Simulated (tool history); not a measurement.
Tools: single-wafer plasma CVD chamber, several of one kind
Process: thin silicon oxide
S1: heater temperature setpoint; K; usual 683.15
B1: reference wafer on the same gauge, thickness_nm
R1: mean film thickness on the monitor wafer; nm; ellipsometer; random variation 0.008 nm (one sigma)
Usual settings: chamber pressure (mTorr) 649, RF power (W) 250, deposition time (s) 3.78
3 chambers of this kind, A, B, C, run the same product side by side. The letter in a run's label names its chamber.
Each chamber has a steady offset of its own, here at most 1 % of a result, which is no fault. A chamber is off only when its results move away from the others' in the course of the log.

-- hour=2.7 chamber C: thermocouple changed; heater temperature recalibrated
run 1C hour=6.0 | S1=683.15 chamber_pressure_(mTorr)=649 RF_power_(W)=250 deposition_time_(s)=3.78 | B1=5.9173 | R1=5.1580
run 2A hour=10.4 | S1=683.15 chamber_pressure_(mTorr)=649 RF_power_(W)=250 deposition_time_(s)=3.78 | B1=5.9194 | R1=5.1098
run 3B hour=14.8 | S1=683.15 chamber_pressure_(mTorr)=649 RF_power_(W)=250 deposition_time_(s)=3.78 | B1=5.9163 | R1=5.1499
run 4A hour=20.9 | S1=683.15 chamber_pressure_(mTorr)=649 RF_power_(W)=250 deposition_time_(s)=3.78 | B1=5.9156 | R1=5.1253
run 5B hour=23.8 | S1=683.15 chamber_pressure_(mTorr)=649 RF_power_(W)=250 deposition_time_(s)=3.78 | B1=5.9123 | R1=5.1366
run 6C hour=27.2 | S1=692.15 chamber_pressure_(mTorr)=649 RF_power_(W)=250 deposition_time_(s)=4.08 | B1=5.9136 | R1=5.5309
run 7A hour=30.5 | S1=692.15 chamber_pressure_(mTorr)=649 RF_power_(W)=250 deposition_time_(s)=4.08 | B1=5.9115 | R1=5.4872
run 8B hour=36.4 | S1=692.15 chamber_pressure_(mTorr)=649 RF_power_(W)=250 deposition_time_(s)=4.08 | B1=5.9132 | R1=5.5078
run 9C hour=42.4 | S1=683.15 chamber_pressure_(mTorr)=649 RF_power_(W)=250 deposition_time_(s)=3.78 | B1=5.9105 | R1=5.1697
run 10A hour=47.1 | S1=683.15 chamber_pressure_(mTorr)=649 RF_power_(W)=250 deposition_time_(s)=3.78 | B1=5.9052 | R1=5.1012
run 11C hour=50.2 | S1=683.15 chamber_pressure_(mTorr)=649 RF_power_(W)=250 deposition_time_(s)=3.78 | B1=5.9057 | R1=5.1649
run 12B hour=54.9 | S1=683.15 chamber_pressure_(mTorr)=649 RF_power_(W)=250 deposition_time_(s)=3.54 | B1=5.9062 | R1=4.7916
run 13A hour=58.7 | S1=683.15 chamber_pressure_(mTorr)=649 RF_power_(W)=250 deposition_time_(s)=3.54 | B1=5.9045 | R1=4.7934
run 14B hour=65.0 | S1=683.15 chamber_pressure_(mTorr)=649 RF_power_(W)=250 deposition_time_(s)=3.54 | B1=5.9026 | R1=4.7991
run 15C hour=70.4 | S1=683.15 chamber_pressure_(mTorr)=649 RF_power_(W)=250 deposition_time_(s)=3.78 | B1=5.9024 | R1=5.1824
run 16A hour=75.1 | S1=683.15 chamber_pressure_(mTorr)=649 RF_power_(W)=250 deposition_time_(s)=4.21 | B1=5.8980 | R1=5.6891
run 17B hour=79.4 | S1=683.15 chamber_pressure_(mTorr)=649 RF_power_(W)=250 deposition_time_(s)=4.21 | B1=5.8997 | R1=5.6922
run 18C hour=82.6 | S1=683.15 chamber_pressure_(mTorr)=649 RF_power_(W)=250 deposition_time_(s)=4.21 | B1=5.9012 | R1=5.7536
run 19C hour=87.2 | S1=683.15 chamber_pressure_(mTorr)=649 RF_power_(W)=250 deposition_time_(s)=3.78 | B1=5.8940 | R1=5.1715
run 20A hour=91.0 | S1=683.15 chamber_pressure_(mTorr)=649 RF_power_(W)=250 deposition_time_(s)=3.78 | B1=5.8963 | R1=5.1057
run 21B hour=94.8 | S1=683.15 chamber_pressure_(mTorr)=649 RF_power_(W)=250 deposition_time_(s)=3.78 | B1=5.8947 | R1=5.1036
run 22C hour=100.5 | S1=683.15 chamber_pressure_(mTorr)=649 RF_power_(W)=270 deposition_time_(s)=3.33 | B1=5.8951 | R1=4.7108
run 23B hour=104.3 | S1=683.15 chamber_pressure_(mTorr)=649 RF_power_(W)=270 deposition_time_(s)=3.33 | B1=5.8918 | R1=4.6616
run 24A hour=109.2 | S1=683.15 chamber_pressure_(mTorr)=649 RF_power_(W)=270 deposition_time_(s)=3.33 | B1=5.8919 | R1=4.6367
run 25C hour=113.0 | S1=683.15 chamber_pressure_(mTorr)=649 RF_power_(W)=250 deposition_time_(s)=3.78 | B1=5.8926 | R1=5.1661
run 26B hour=118.7 | S1=683.15 chamber_pressure_(mTorr)=649 RF_power_(W)=250 deposition_time_(s)=3.78 | B1=5.8880 | R1=5.1090
run 27A hour=123.0 | S1=683.15 chamber_pressure_(mTorr)=649 RF_power_(W)=250 deposition_time_(s)=3.78 | B1=5.8887 | R1=5.0888
run 28B hour=127.2 | S1=683.15 chamber_pressure_(mTorr)=649 RF_power_(W)=250 deposition_time_(s)=3.78 | B1=5.8847 | R1=5.1070
run 29C hour=130.2 | S1=683.15 chamber_pressure_(mTorr)=649 RF_power_(W)=250 deposition_time_(s)=3.78 | B1=5.8830 | R1=5.1494
run 30A hour=133.2 | S1=683.15 chamber_pressure_(mTorr)=649 RF_power_(W)=250 deposition_time_(s)=3.78 | B1=5.8832 | R1=5.0946
run 31A hour=139.0 | S1=683.15 chamber_pressure_(mTorr)=649 RF_power_(W)=250 deposition_time_(s)=3.78 | B1=5.8821 | R1=5.0812

What goes on in this fleet: one chamber off, a drifting gauge, or nothing beyond the chambers' own small offsets? Name the chamber and the cause, if any.

The gauge drifts, so all chambers seem to drift together. No chamber is off.
Cause: gauge reads low (%) = 0.641.
